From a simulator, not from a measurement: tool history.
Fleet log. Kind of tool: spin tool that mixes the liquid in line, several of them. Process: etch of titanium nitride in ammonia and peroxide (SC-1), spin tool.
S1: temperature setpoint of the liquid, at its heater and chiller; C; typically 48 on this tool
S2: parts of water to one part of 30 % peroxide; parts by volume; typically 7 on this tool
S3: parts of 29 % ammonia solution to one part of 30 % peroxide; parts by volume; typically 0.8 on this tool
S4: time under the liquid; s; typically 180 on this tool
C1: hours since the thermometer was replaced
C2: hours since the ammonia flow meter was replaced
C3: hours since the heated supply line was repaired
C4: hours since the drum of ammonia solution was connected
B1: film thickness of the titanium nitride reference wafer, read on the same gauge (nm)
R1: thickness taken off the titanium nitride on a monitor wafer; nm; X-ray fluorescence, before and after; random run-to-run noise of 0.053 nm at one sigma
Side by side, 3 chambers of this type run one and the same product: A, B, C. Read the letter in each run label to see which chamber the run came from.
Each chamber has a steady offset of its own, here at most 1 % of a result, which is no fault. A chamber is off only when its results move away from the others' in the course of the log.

{"run": "1A", "hour": 4.6, "S1": 48, "S2": 7, "S3": 0.8, "S4": 180, "C1": 659.2, "C2": 101.1, "C3": 890, "C4": 302.1, "B1": 120, "R1": 11.368}
{"run": "2B", "hour": 8.3, "S1": 48, "S2": 7, "S3": 0.8, "S4": 180, "C1": 1559.3, "C2": 211.5, "C3": 189.9, "C4": 550.1, "B1": 119.99, "R1": 11.488}
{"run": "3C", "hour": 15.5, "S1": 48, "S2": 7, "S3": 0.8, "S4": 180, "C1": 1254.9, "C2": 1225.7, "C3": 2726.1, "C4": 753.5, "B1": 120.01, "R1": 11.457}
{"run": "4C", "hour": 20.9, "S1": 48, "S2": 7, "S3": 0.8, "S4": 180, "C1": 1260.3, "C2": 1231.1, "C3": 2731.5, "C4": 758.9, "B1": 119.98, "R1": 11.433}
{"run": "5A", "hour": 28.1, "S1": 48, "S2": 7, "S3": 0.8, "S4": 180, "C1": 682.7, "C2": 124.6, "C3": 913.5, "C4": 325.6, "B1": 120.02, "R1": 11.322}
{"run": "6B", "hour": 32.3, "S1": 48, "S2": 7, "S3": 0.8, "S4": 180, "C1": 1583.3, "C2": 235.5, "C3": 213.9, "C4": 574.1, "B1": 120, "R1": 11.501}
{"run": "7B", "hour": 35.8, "S1": 48, "S2": 7, "S3": 0.8, "S4": 180, "C1": 1586.8, "C2": 239, "C3": 217.4, "C4": 577.6, "B1": 119.98, "R1": 11.554}
{"run": "8C", "hour": 41.8, "S1": 48, "S2": 8.5, "S3": 0.45, "S4": 180, "C1": 1281.2, "C2": 1252, "C3": 2752.4, "C4": 779.8, "B1": 120.01, "R1": 9.5133}
{"run": "9A", "hour": 47.7, "S1": 48, "S2": 8.5, "S3": 0.45, "S4": 180, "C1": 702.3, "C2": 144.2, "C3": 933.1, "C4": 345.2, "B1": 119.99, "R1": 9.3374}
{"run": "10C", "hour": 54.6, "S1": 48, "S2": 8.5, "S3": 0.45, "S4": 180, "C1": 1294, "C2": 1264.8, "C3": 2765.2, "C4": 792.6, "B1": 120, "R1": 9.5246}
{"run": "11B", "hour": 58.1, "S1": 48, "S2": 7, "S3": 0.8, "S4": 180, "C1": 1609.1, "C2": 261.3, "C3": 239.7, "C4": 599.9, "B1": 119.98, "R1": 11.538}
{"run": "12A", "hour": 63.2, "S1": 48, "S2": 7, "S3": 0.8, "S4": 180, "C1": 717.8, "C2": 159.7, "C3": 948.6, "C4": 360.7, "B1": 119.99, "R1": 11.241}
{"run": "13A", "hour": 66.5, "S1": 48, "S2": 7, "S3": 0.8, "S4": 180, "C1": 721.1, "C2": 163, "C3": 951.9, "C4": 364, "B1": 120, "R1": 11.319}
{"run": "14C", "hour": 71.1, "S1": 39.5, "S2": 7, "S3": 0.8, "S4": 260, "C1": 1310.5, "C2": 1281.3, "C3": 2781.7, "C4": 809.1, "B1": 120, "R1": 9.0688}
{"run": "15B", "hour": 75.9, "S1": 39.5, "S2": 7, "S3": 0.8, "S4": 260, "C1": 1626.9, "C2": 279.1, "C3": 257.5, "C4": 617.7, "B1": 120, "R1": 8.9306}
{"run": "16B", "hour": 80.3, "S1": 39.5, "S2": 7, "S3": 0.8, "S4": 260, "C1": 1631.3, "C2": 283.5, "C3": 261.9, "C4": 622.1, "B1": 120.03, "R1": 8.9438}
{"run": "17A", "hour": 85.0, "S1": 48, "S2": 7, "S3": 0.8, "S4": 180, "C1": 739.6, "C2": 181.5, "C3": 970.4, "C4": 382.5, "B1": 120, "R1": 11.203}
{"run": "18C", "hour": 90.5, "S1": 48, "S2": 7, "S3": 0.8, "S4": 180, "C1": 1329.9, "C2": 1300.7, "C3": 2801.1, "C4": 828.5, "B1": 119.98, "R1": 11.535}
{"run": "19B", "hour": 97.6, "S1": 48, "S2": 7, "S3": 0.8, "S4": 180, "C1": 1648.6, "C2": 300.8, "C3": 279.2, "C4": 639.4, "B1": 120.01, "R1": 11.5}
{"run": "20A", "hour": 105.0, "S1": 48, "S2": 7, "S3": 0.8, "S4": 180, "C1": 759.6, "C2": 201.5, "C3": 990.4, "C4": 402.5, "B1": 119.98, "R1": 11.146}
{"run": "21C", "hour": 111.0, "S1": 48, "S2": 7, "S3": 1, "S4": 180, "C1": 1350.4, "C2": 1321.2, "C3": 2821.6, "C4": 849, "B1": 120.04, "R1": 11.88}
{"run": "22B", "hour": 117.7, "S1": 48, "S2": 7, "S3": 1, "S4": 180, "C1": 1668.7, "C2": 320.9, "C3": 299.3, "C4": 659.5, "B1": 120.03, "R1": 11.858}
{"run": "23C", "hour": 121.1, "S1": 48, "S2": 7, "S3": 1, "S4": 180, "C1": 1360.5, "C2": 1331.3, "C3": 2831.7, "C4": 859.1, "B1": 119.98, "R1": 11.906}
{"run": "24A", "hour": 125.1, "S1": 48, "S2": 7, "S3": 0.8, "S4": 130, "C1": 779.7, "C2": 221.6, "C3": 1010.5, "C4": 422.6, "B1": 120, "R1": 7.9841}
{"run": "25C", "hour": 130.9, "S1": 48, "S2": 7, "S3": 0.8, "S4": 130, "C1": 1370.3, "C2": 1341.1, "C3": 2841.5, "C4": 868.9, "B1": 119.99, "R1": 8.3292}
{"run": "26A", "hour": 135.4, "S1": 48, "S2": 7, "S3": 0.8, "S4": 130, "C1": 790, "C2": 231.9, "C3": 1020.8, "C4": 432.9, "B1": 120.02, "R1": 7.9776}
{"run": "27B", "hour": 141.6, "S1": 48, "S2": 7, "S3": 0.8, "S4": 180, "C1": 1692.6, "C2": 344.8, "C3": 323.2, "C4": 683.4, "B1": 119.98, "R1": 11.393}
{"run": "28B", "hour": 148.1, "S1": 48, "S2": 7, "S3": 0.8, "S4": 180, "C1": 1699.1, "C2": 351.3, "C3": 329.7, "C4": 689.9, "B1": 120, "R1": 11.498}
{"run": "29A", "hour": 154.7, "S1": 48, "S2": 7, "S3": 0.8, "S4": 180, "C1": 809.3, "C2": 251.2, "C3": 1040.1, "C4": 452.2, "B1": 120.03, "R1": 10.994}
{"run": "30C", "hour": 160.5, "S1": 48, "S2": 7, "S3": 0.8, "S4": 180, "C1": 1399.9, "C2": 1370.7, "C3": 2871.1, "C4": 898.5, "B1": 120.01, "R1": 11.545}
{"run": "31C", "hour": 167.5, "S1": 48, "S2": 7, "S3": 0.8, "S4": 180, "C1": 1406.9, "C2": 1377.7, "C3": 2878.1, "C4": 905.5, "B1": 120.01, "R1": 11.555}
{"run": "32A", "hour": 171.5, "S1": 48, "S2": 7, "S3": 0.8, "S4": 180, "C1": 826.1, "C2": 268, "C3": 1056.9, "C4": 469, "B1": 120.03, "R1": 10.969}
{"run": "33B", "hour": 177.9, "S1": 48, "S2": 5, "S3": 0.8, "S4": 180, "C1": 1728.9, "C2": 381.1, "C3": 359.5, "C4": 719.7, "B1": 120, "R1": 13.391}

What goes on in this fleet: one chamber off, a drifting gauge, or nothing beyond the chambers' own small offsets? Name the chamber and the cause, if any.

Chamber A drifts away from the others.
Likeliest cause: temperature lost on the way to the wafer (K) = 0.678.
The log may not separate it from: liquid colder than its thermometer reads (K).

Here are 4 candidates for chamber A's next run, each the usual settings with a change, their results left as question marks. Which one brings its results back in line with what the others give on the usual settings?
Allowed miss from the other chambers' usual-settings mean, per result, to count as in line: R1 0.19 nm
{"run": "34A-1", "hour": 183.4, "S1": 47.5, "S2": 7, "S3": 0.8, "S4": 175, "R1": "?"}
{"run": "34A-2", "hour": 183.4, "S1": 48, "S2": 7, "S3": 0.9, "S4": 180, "R1": "?"}
{"run": "34A-3", "hour": 183.4, "S1": 48, "S2": 7, "S3": 0.7, "S4": 180, "R1": "?"}
{"run": "34A-4", "hour": 183.4, "S1": 48, "S2": 7, "S3": 0.8, "S4": 190, "R1": "?"}

Average result of the remaining chambers running the usual settings: R1 11.523 nm
run=34A-1 R1=10.21
run=34A-2 R1=11.068
run=34A-3 R1=10.664
run=34A-4 R1=11.486
It is 34A-4 that realigns the chamber with its peers.
